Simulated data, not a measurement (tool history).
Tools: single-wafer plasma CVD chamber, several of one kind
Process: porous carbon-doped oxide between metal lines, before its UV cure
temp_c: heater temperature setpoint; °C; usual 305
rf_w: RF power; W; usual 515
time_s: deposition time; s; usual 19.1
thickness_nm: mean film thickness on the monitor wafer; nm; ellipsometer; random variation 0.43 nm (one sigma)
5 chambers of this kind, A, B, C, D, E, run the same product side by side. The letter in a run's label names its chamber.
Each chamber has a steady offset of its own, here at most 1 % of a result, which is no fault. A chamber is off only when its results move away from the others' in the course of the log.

run   hour  temp_c  rf_w  time_s  read-back reference wafer on the same gauge, thickness_nm  thickness_nm
 1A    5.8     305   515    19.1                                                     94.962       104.420
 2B    8.8     305   515    19.1                                                     94.987       102.980
 3E   12.1     305   515    19.1                                                     95.021       104.180
 4D   16.5     305   515    19.1                                                     95.014       103.090
 5C   22.2     305   515    19.1                                                     94.986       103.460
 6D   28.3     305   515    19.1                                                     95.170       103.090
 7B   33.2     305   515    19.1                                                     94.965       102.780
 8E   38.1     305   515    16.2                                                     95.075        88.884
 9C   40.9     305   515    16.2                                                     95.071        89.345
10A   45.9     305   515    16.2                                                     94.988        88.807
11E   48.7     305   515    16.2                                                     94.953        89.069
12C   52.0     305   515    16.2                                                     94.897        88.598
13A   58.1     305   515    19.1                                                     94.986       104.290
14D   62.8     305   515    19.1                                                     94.916       103.450
15B   68.4     305   450    16.7                                                     94.946        82.450
16E   72.0     305   450    16.7                                                     94.964        83.840
17B   75.7     305   450    16.7                                                     94.933        82.237
18C   79.9     305   450    16.7                                                     94.956        83.399
19D   83.7     305   450    16.7                                                     95.040        82.633
20A   90.1     305   515    19.1                                                     94.988       104.650
21D   93.4     311   515    17.8                                                     94.936        93.213
22E   97.0     311   515    17.8                                                     95.017        94.418
23A  103.2     311   515    17.8                                                     95.037        94.641
24C  108.8     311   515    17.8                                                     95.016        93.242
25B  115.0     311   515    17.8                                                     95.079        91.574
26A  118.5     305   515    19.1                                                     95.038       104.240
27D  124.5     305   515    19.1                                                     95.066       102.380
28B  128.0     305   515    19.1                                                     94.967       101.630
29E  131.8     305   515    19.1                                                     94.982       104.320
30C  136.7     305   515    19.1                                                     95.046       104.190
31D  140.0     305   515    19.1                                                     94.975       103.090
32E  146.5     305   515    19.1                                                     94.914       103.870
33C  151.6     315   515    21.0                                                     95.063       108.160
34A  157.9     315   515    21.0                                                     94.993       108.850
35B  163.9     315   515    21.0                                                     95.098       105.050
36A  169.7     315   515    21.0                                                     94.986       108.350
37E  174.8     315   515    21.0                                                     95.002       107.660
38B  178.9     305   450    19.1                                                     94.998        91.225
39D  184.4     305   450    19.1                                                     94.982        93.549
40C  189.5     305   450    19.1                                                     94.855        94.786

Next, every chamber runs the same settings. What will each give?
41A  194.2     305   515    19.1                                                                        ?
41B  194.2     305   515    19.1                                                                        ?
41C  194.2     305   515    19.1                                                                        ?
41D  194.2     305   515    19.1                                                                        ?
41E  194.2     305   515    19.1                                                                        ?

run  thickness_nm
41A       104.610
41B       100.340
41C       104.400
41D       103.760
41E       104.270
